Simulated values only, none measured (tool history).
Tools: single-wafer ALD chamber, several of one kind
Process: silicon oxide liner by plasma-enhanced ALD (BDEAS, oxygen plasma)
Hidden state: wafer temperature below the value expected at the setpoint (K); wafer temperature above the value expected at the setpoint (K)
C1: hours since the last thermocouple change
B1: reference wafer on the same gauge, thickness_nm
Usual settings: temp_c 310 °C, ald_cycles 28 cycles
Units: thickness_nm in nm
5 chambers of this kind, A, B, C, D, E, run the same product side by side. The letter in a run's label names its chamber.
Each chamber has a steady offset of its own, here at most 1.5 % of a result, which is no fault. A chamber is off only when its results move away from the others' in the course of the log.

{"run": "1B", "hour": 7.2, "temp_c": 310, "ald_cycles": 28, "C1": 80.3, "B1": 2.7716, "thickness_nm": 2.5683}
{"run": "2D", "hour": 18.8, "temp_c": 310, "ald_cycles": 28, "C1": 903.9, "B1": 2.7694, "thickness_nm": 2.5876}
{"run": "3C", "hour": 25.2, "temp_c": 310, "ald_cycles": 28, "C1": 978.7, "B1": 2.7718, "thickness_nm": 2.5533}
{"run": "4A", "hour": 35.7, "temp_c": 310, "ald_cycles": 28, "C1": 725.1, "B1": 2.772, "thickness_nm": 2.5774}
{"run": "5E", "hour": 41.1, "temp_c": 310, "ald_cycles": 28, "C1": 249.5, "B1": 2.7731, "thickness_nm": 2.5412}
{"run": "6E", "hour": 53.1, "temp_c": 310, "ald_cycles": 28, "C1": 261.5, "B1": 2.7743, "thickness_nm": 2.5421}
{"run": "7D", "hour": 62.7, "temp_c": 310, "ald_cycles": 28, "C1": 947.8, "B1": 2.7737, "thickness_nm": 2.5803}
{"run": "8B", "hour": 73.8, "temp_c": 310, "ald_cycles": 28, "C1": 146.9, "B1": 2.7737, "thickness_nm": 2.5699}
{"run": "9A", "hour": 80.8, "temp_c": 310, "ald_cycles": 28, "C1": 770.2, "B1": 2.7745, "thickness_nm": 2.5879}
{"run": "10C", "hour": 87.3, "temp_c": 310, "ald_cycles": 28, "C1": 1040.8, "B1": 2.7746, "thickness_nm": 2.5497}
{"run": "11B", "hour": 98.5, "temp_c": 310, "ald_cycles": 28, "C1": 171.6, "B1": 2.7758, "thickness_nm": 2.5779}
{"hour": 107.3, "done": "chamber C: thermocouple changed; heater temperature recalibrated"}
{"run": "12E", "hour": 109.5, "temp_c": 310, "ald_cycles": 28, "C1": 317.9, "B1": 2.7756, "thickness_nm": 2.5417}
{"run": "13D", "hour": 121.1, "temp_c": 310, "ald_cycles": 28, "C1": 1006.2, "B1": 2.7766, "thickness_nm": 2.5923}
{"run": "14C", "hour": 133.5, "temp_c": 310, "ald_cycles": 28, "C1": 26.2, "B1": 2.7764, "thickness_nm": 2.5525}
{"hour": 143.1, "done": "chamber D: thermocouple changed; heater temperature recalibrated"}
{"run": "15A", "hour": 145.4, "temp_c": 310, "ald_cycles": 28, "C1": 834.8, "B1": 2.7772, "thickness_nm": 2.582}
{"run": "16D", "hour": 152.5, "temp_c": 310, "ald_cycles": 28, "C1": 9.5, "B1": 2.7792, "thickness_nm": 2.595}
{"run": "17B", "hour": 162.5, "temp_c": 310, "ald_cycles": 28, "C1": 235.6, "B1": 2.7793, "thickness_nm": 2.5737}
{"run": "18C", "hour": 172.7, "temp_c": 310, "ald_cycles": 28, "C1": 65.4, "B1": 2.7801, "thickness_nm": 2.5558}
{"run": "19E", "hour": 178.9, "temp_c": 310, "ald_cycles": 28, "C1": 387.3, "B1": 2.7809, "thickness_nm": 2.545}
{"run": "20A", "hour": 191.3, "temp_c": 310, "ald_cycles": 23, "C1": 880.7, "B1": 2.7805, "thickness_nm": 2.1297}
{"run": "21A", "hour": 202.4, "temp_c": 310, "ald_cycles": 23, "C1": 891.8, "B1": 2.7813, "thickness_nm": 2.1343}
{"run": "22B", "hour": 211.0, "temp_c": 310, "ald_cycles": 23, "C1": 284.1, "B1": 2.7821, "thickness_nm": 2.1154}
{"run": "23D", "hour": 219.7, "temp_c": 310, "ald_cycles": 23, "C1": 76.7, "B1": 2.7835, "thickness_nm": 2.1302}
{"run": "24E", "hour": 225.9, "temp_c": 310, "ald_cycles": 23, "C1": 434.3, "B1": 2.7826, "thickness_nm": 2.0929}
{"run": "25C", "hour": 237.6, "temp_c": 310, "ald_cycles": 28, "C1": 130.3, "B1": 2.783, "thickness_nm": 2.5652}
{"run": "26D", "hour": 246.1, "temp_c": 310, "ald_cycles": 28, "C1": 103.1, "B1": 2.7832, "thickness_nm": 2.5935}
{"run": "27A", "hour": 256.8, "temp_c": 310, "ald_cycles": 28, "C1": 946.2, "B1": 2.7831, "thickness_nm": 2.5916}
{"run": "28B", "hour": 266.8, "temp_c": 310, "ald_cycles": 28, "C1": 339.9, "B1": 2.785, "thickness_nm": 2.5801}
{"run": "29E", "hour": 273.3, "temp_c": 310, "ald_cycles": 28, "C1": 481.7, "B1": 2.785, "thickness_nm": 2.553}
{"run": "30C", "hour": 284.1, "temp_c": 310, "ald_cycles": 28, "C1": 176.8, "B1": 2.7864, "thickness_nm": 2.5672}
{"run": "31D", "hour": 292.6, "temp_c": 310, "ald_cycles": 24, "C1": 149.6, "B1": 2.7859, "thickness_nm": 2.2259}
{"run": "32C", "hour": 302.4, "temp_c": 310, "ald_cycles": 24, "C1": 195.1, "B1": 2.7865, "thickness_nm": 2.1985}
{"run": "33A", "hour": 308.4, "temp_c": 310, "ald_cycles": 24, "C1": 997.8, "B1": 2.7873, "thickness_nm": 2.22}
{"run": "34E", "hour": 314.2, "temp_c": 310, "ald_cycles": 24, "C1": 522.6, "B1": 2.7864, "thickness_nm": 2.1883}
{"run": "35B", "hour": 322.7, "temp_c": 310, "ald_cycles": 24, "C1": 395.8, "B1": 2.7884, "thickness_nm": 2.2174}

Next, every chamber runs the same settings. What will each give?
{"run": "36A", "hour": 331.6, "temp_c": 310, "ald_cycles": 28, "thickness_nm": "?"}
{"run": "36B", "hour": 331.6, "temp_c": 310, "ald_cycles": 28, "thickness_nm": "?"}
{"run": "36C", "hour": 331.6, "temp_c": 310, "ald_cycles": 28, "thickness_nm": "?"}
{"run": "36D", "hour": 331.6, "temp_c": 310, "ald_cycles": 28, "thickness_nm": "?"}
{"run": "36E", "hour": 331.6, "temp_c": 310, "ald_cycles": 28, "thickness_nm": "?"}

run=36A thickness_nm=2.5995
run=36B thickness_nm=2.5924
run=36C thickness_nm=2.5575
run=36D thickness_nm=2.5959
run=36E thickness_nm=2.5469

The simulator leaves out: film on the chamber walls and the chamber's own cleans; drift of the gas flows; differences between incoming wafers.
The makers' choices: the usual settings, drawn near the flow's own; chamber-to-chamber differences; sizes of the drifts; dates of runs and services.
